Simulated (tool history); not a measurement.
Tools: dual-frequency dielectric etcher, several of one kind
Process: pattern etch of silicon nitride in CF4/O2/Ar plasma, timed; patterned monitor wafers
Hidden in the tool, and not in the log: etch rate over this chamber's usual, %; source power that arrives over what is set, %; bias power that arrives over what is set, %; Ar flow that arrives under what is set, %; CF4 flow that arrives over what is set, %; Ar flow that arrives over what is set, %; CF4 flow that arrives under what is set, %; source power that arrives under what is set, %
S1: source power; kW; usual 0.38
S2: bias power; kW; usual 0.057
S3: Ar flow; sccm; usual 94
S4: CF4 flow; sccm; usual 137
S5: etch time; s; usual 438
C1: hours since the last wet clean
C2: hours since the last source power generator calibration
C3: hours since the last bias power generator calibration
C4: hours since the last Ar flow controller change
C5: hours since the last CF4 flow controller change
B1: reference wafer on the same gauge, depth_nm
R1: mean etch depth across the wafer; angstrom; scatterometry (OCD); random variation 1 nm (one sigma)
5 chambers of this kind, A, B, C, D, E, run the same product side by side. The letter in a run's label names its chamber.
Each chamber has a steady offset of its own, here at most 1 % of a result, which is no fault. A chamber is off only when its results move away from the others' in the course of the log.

run,hour,S1,S2,S3,S4,S5,C1,C2,C3,C4,C5,B1,R1
1A,8.8,0.38,0.057,94,137,438,260.4,776.8,73.7,1984.7,1193.9,758.99,7136.9
2D,25.2,0.38,0.057,94,137,438,188.9,1434.2,792.1,1965.2,991.2,759.33,7235.9
3B,35,0.38,0.057,94,137,438,153.7,1983.1,230.9,2625,2597.3,759.35,7118.4
4C,47.5,0.38,0.057,94,137,438,494.6,2818.3,3652.3,1026.4,2037.6,759.44,7140.8
# hour 59.8: chamber C: bias power generator calibrated
5E,62.7,0.38,0.057,75,107,438,255.6,972.8,376.8,636,473.6,759.76,7192.5
6C,73.3,0.38,0.057,75,107,438,520.4,2844.1,13.6,1052.2,2063.4,760.03,7124.6
7B,84.1,0.38,0.057,75,107,438,202.8,2032.2,280,2674.1,2646.4,759.73,7091.3
# hour 99.1: chamber C: wet clean of the chamber
8E,100.1,0.38,0.057,75,107,438,293,1010.2,414.2,673.4,511,760.39,7165.6
9D,107.4,0.38,0.057,75,107,438,271.1,1516.4,874.3,2047.4,1073.4,760.49,7205.5
10A,118.6,0.38,0.057,94,137,438,370.2,886.6,183.5,2094.5,1303.7,760.28,7138.2
11A,134.1,0.38,0.046,94,137,495.5,385.7,902.1,199,2110,1319.2,760.67,7434.1
12B,144.9,0.38,0.046,94,137,495.5,263.6,2093,340.8,2734.9,2707.2,760.54,7467.7
13D,159.2,0.38,0.046,94,137,495.5,322.9,1568.2,926.1,2099.2,1125.2,760.5,7568.6
14C,168.3,0.38,0.046,94,137,495.5,69.3,2939.1,108.6,1147.2,2158.4,760.79,7460.8
15E,177.6,0.38,0.046,94,137,495.5,370.5,1087.7,491.7,750.9,588.5,761.35,7541.2
16E,189,0.38,0.057,94,137,438,381.9,1099.1,503.1,762.3,599.9,761.26,7206.2
17B,203.4,0.38,0.057,94,137,438,322.1,2151.5,399.3,2793.4,2765.7,761.31,7125.2
18A,217.4,0.38,0.057,94,137,438,469,985.4,282.3,2193.3,1402.5,761.22,7143.3
19C,228,0.38,0.057,94,137,438,129,2998.8,168.3,1206.9,2218.1,761.45,7162.3
20D,241.2,0.38,0.057,94,137,438,404.9,1650.2,1008.1,2181.2,1207.2,761.94,7267.2
21D,249.8,0.38,0.057,94,137,546.5,413.5,1658.8,1016.7,2189.8,1215.8,761.77,9051.9
22E,256.9,0.38,0.057,94,137,546.5,449.8,1167,571,830.2,667.8,761.75,8994.6
23C,266.1,0.38,0.057,94,137,546.5,167.1,3036.9,206.4,1245,2256.2,762.16,8908
24B,276.6,0.38,0.057,94,137,546.5,395.3,2224.7,472.5,2866.6,2838.9,761.93,8917.5
25A,291.9,0.38,0.057,94,137,546.5,543.5,1059.9,356.8,2267.8,1477,762.34,8924.4
# hour 300.7: chamber E: wet clean of the chamber
26E,301.4,0.38,0.057,94,137,438,0.7,1211.5,615.5,874.7,712.3,762.46,7227.3
27C,310,0.38,0.057,94,137,438,211,3080.8,250.3,1288.9,2300.1,762.04,7166.1
28A,321.8,0.38,0.057,72,137,351.5,573.4,1089.8,386.7,2297.7,1506.9,762.26,5893.7
29B,333.1,0.38,0.057,72,137,351.5,451.8,2281.2,529,2923.1,2895.4,762.96,5876.9
# hour 333.2: chamber A: wet clean of the chamber
30D,343.6,0.38,0.057,72,137,351.5,507.3,1752.6,1110.5,2283.6,1309.6,762.93,5980.9
31A,359.5,0.38,0.057,72,137,351.5,26.4,1127.5,424.4,2335.4,1544.6,762.93,5885.5
32B,371.9,0.38,0.057,72,137,351.5,490.6,2320,567.8,2961.9,2934.2,763.58,5869.3
33E,387.5,0.38,0.057,94,137,438,86.8,1297.6,701.6,960.8,798.4,763.32,7224.7
34C,395.5,0.38,0.057,94,137,438,296.5,3166.3,335.8,1374.4,2385.6,763.54,7172.8

All 5 chambers run these settings next. Forecast each chamber's results:
35A,407.2,0.38,0.057,94,137,438,,,,,,,?
35B,407.2,0.38,0.057,94,137,438,,,,,,,?
35C,407.2,0.38,0.057,94,137,438,,,,,,,?
35D,407.2,0.38,0.057,94,137,438,,,,,,,?
35E,407.2,0.38,0.057,94,137,438,,,,,,,?

run,R1
35A,7160.6
35B,7161.4
35C,7175.4
35D,7263.2
35E,7212.7
